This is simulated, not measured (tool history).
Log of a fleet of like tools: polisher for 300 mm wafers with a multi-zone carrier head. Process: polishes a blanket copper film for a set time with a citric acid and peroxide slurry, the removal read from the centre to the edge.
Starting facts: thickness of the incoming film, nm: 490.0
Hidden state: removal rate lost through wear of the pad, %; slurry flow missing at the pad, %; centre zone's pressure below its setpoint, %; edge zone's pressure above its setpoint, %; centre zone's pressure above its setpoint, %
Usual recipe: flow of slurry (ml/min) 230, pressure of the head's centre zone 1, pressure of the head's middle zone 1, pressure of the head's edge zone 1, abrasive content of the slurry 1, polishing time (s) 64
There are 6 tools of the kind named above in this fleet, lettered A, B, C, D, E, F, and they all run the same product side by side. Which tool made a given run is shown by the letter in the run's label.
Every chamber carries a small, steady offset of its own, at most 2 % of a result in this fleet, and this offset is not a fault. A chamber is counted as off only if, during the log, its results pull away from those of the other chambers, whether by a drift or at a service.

run	hour	flow of slurry (ml/min)	pressure of the head's centre zone	pressure of the head's middle zone	pressure of the head's edge zone	abrasive content of the slurry	polishing time (s)	wafers polished on this pad	hours since the slurry nozzle was cleaned	hours since the centre zone pressure was calibrated	hours since the edge zone pressure was calibrated	film removed at the wafer's centre (angstrom)	film removed at mid-radius (angstrom)	film removed at the wafer's edge (angstrom)
1C	4.6	230	1	1	1	1	64	92	358.5	684.9	453.8	1256.8	1233.9	1220.5
2E	9.5	230	1	1	1	1	64	979	164.5	223.9	77.5	1223.1	1233.6	1229.7
# hour 10.5: chamber F: worn pad replaced by a new one
3B	15.7	230	1	1	1	1	64	520	21.4	1622.2	387.6	1270.3	1234.6	1248.4
# hour 21.4: chamber E: worn pad replaced by a new one
4A	21.9	230	1	1	1	1	64	943	90.5	989.7	959.9	1232.2	1208.7	1266.8
5F	28.5	230	1	1	1	1	64	237	31.5	170.9	165.5	1220.7	1228	1256.4
# hour 31: chamber B: worn pad replaced by a new one
# hour 33.7: chamber C: slurry nozzle cleaned
6D	36.6	230	1	1	1	1	64	1004	208.8	698	330.3	1245.1	1230.1	1226.7
# hour 40.4: chamber A: edge zone pressure recalibrated
7A	41.7	230	1	1	1	1	64	1204	110.3	1009.5	1.4	1251.5	1229.5	1289.5
# hour 42.1: chamber B: edge zone pressure recalibrated
# hour 43.8: chamber D: worn pad replaced by a new one
# hour 49.2: chamber B: centre zone pressure recalibrated
8D	50.7	230	1	1	1	1	64	91	222.9	712.1	344.4	1251.6	1225.4	1219.4
# hour 55.6: chamber A: worn pad replaced by a new one
9C	58.8	230	1	0.9	1	1	49	807	25.1	739.1	508	959.11	861.79	932.74
10B	63.5	230	1	0.9	1	1	49	428	69.2	14.3	21.4	948.99	862.06	956.09
# hour 69: chamber E: slurry nozzle cleaned
11F	71.5	230	1	0.9	1	1	49	804	74.5	213.9	208.5	959.76	863.63	934.49
12E	78.8	230	1	0.9	1	1	49	757	9.8	293.2	146.8	927.19	858.49	942.58
# hour 79: chamber C: worn pad replaced by a new one
13B	87	230	1	0.9	1	1	49	738	92.7	37.8	44.9	942.76	862.97	943.02
14D	91.1	230	1	0.9	1	1	49	624	263.3	752.5	384.8	961.7	861.31	914.62
# hour 94.5: chamber E: worn pad replaced by a new one
# hour 95.4: chamber F: worn pad replaced by a new one
# hour 95.4: chamber B: worn pad replaced by a new one
15C	95.7	230	1	1	1	1	64	220	62	776	544.9	1264.2	1223.8	1230.3
# hour 100.1: chamber C: centre zone pressure recalibrated
16A	104.6	230	1	1	0.92	0.75	64	646	173.2	1072.4	64.3	1169.6	1168.7	1135.5
17E	108.8	230	1	1	0.92	0.75	64	189	39.8	323.2	176.8	1134.3	1184	1083.2
18F	114.4	230	1	1	0.92	0.75	64	250	117.4	256.8	251.4	1162.2	1167.9	1110.4
19E	122.6	230	1	1	0.92	0.75	64	371	53.6	337	190.6	1142	1154.8	1081.6
20C	127.4	230	1	1	0.92	0.75	64	638	93.7	27.4	576.6	1208.2	1163	1136.5
# hour 130.9: chamber D: worn pad replaced by a new one
21D	132.3	230	1	1	0.92	0.75	64	19	304.5	793.7	426	1184.8	1157.6	1121
22B	136.9	230	1	1	1	1	64	547	142.6	87.7	94.8	1260.4	1205.9	1244.6
23A	141.4	230	1	1	1	1	64	1131	210	1109.2	101.1	1235.5	1234.4	1267.1
24F	145.6	230	1	1	1	1	64	662	148.6	288	282.6	1242.1	1227.1	1242.3
# hour 147.2: chamber E: centre zone pressure recalibrated
# hour 148.5: chamber A: worn pad replaced by a new one
# hour 150: chamber B: worn pad replaced by a new one
25B	152.4	230	1	1	1	1	64	32	158.1	103.2	110.3	1252	1222.9	1239.5
# hour 157.2: chamber C: worn pad replaced by a new one
26C	159.9	230	1	1	1	1	64	35	126.2	59.9	609.1	1233.9	1254.1	1214.6
# hour 163.9: chamber A: centre zone pressure recalibrated
27A	164	155	1	1	1	1	64	205	232.6	0.1	123.7	1164.7	1147.5	1212.5
# hour 173.3: chamber E: worn pad replaced by a new one
28E	173.3	155	1	1	1	1	64	1	104.3	26.1	241.3	1131.1	1159	1181.1
# hour 175.2: chamber F: worn pad replaced by a new one
29F	181.5	155	1	1	1	1	64	83	184.5	323.9	318.5	1141.2	1129.2	1170.9
30D	190.3	155	1	1	1	1	64	784	362.5	851.7	484	1176.1	1186.1	1197.5
# hour 199.5: chamber D: worn pad replaced by a new one
31D	199.5	155	1	1	1	1	64	1	371.7	860.9	493.2	1154.2	1183.1	1198.8
32E	203.6	155	1	1	1	1	64	400	134.6	56.4	271.6	1156.5	1167.3	1183.7
33C	208.9	230	1	1	1	1	64	682	175.2	108.9	658.1	1278.2	1277	1234.6
# hour 213.9: chamber B: worn pad replaced by a new one
34B	215.2	230	1	1	1	1	64	18	220.9	166	173.1	1252.6	1249.3	1241
35A	221.6	230	1	1	1	1	64	964	290.2	57.7	181.3	1230.4	1241.1	1278.3
36F	227.9	230	1	1	1	1	64	695	230.9	370.3	364.9	1262.9	1203.7	1248.2
37F	234.2	230	1	1	1	1	64	778	237.2	376.6	371.2	1261.8	1227.3	1224.6
# hour 234.3: chamber A: worn pad replaced by a new one
38D	239.5	230	1	1	1	1	64	528	411.7	900.9	533.2	1250.1	1245.8	1244.9
# hour 243.4: chamber C: edge zone pressure recalibrated
39C	247.1	275	1	1	1	1	64	1185	213.4	147.1	3.7	1280.3	1253.5	1237.4
# hour 248.7: chamber E: worn pad replaced by a new one
40E	254.6	275	1	1	1	1	64	77	185.6	107.4	322.6	1250.6	1258.9	1263.6
41B	261.4	275	1	1	1	1	64	627	267.1	212.2	219.3	1280.6	1254.3	1242.5
42A	267.1	275	1	1	1	1	64	432	335.7	103.2	226.8	1254.7	1256.3	1272.5
# hour 270.6: chamber E: slurry nozzle cleaned
43E	274.7	275	1	1	1	1	64	342	4.2	127.5	342.7	1272.6	1223.7	1245.8

Is one chamber out of step, is the gauge drifting, or do the chambers differ by no more than their own small offsets? For an off chamber, give its letter and the likeliest cause.

No chamber stands off beyond its own small offset, and the gauge holds steady.
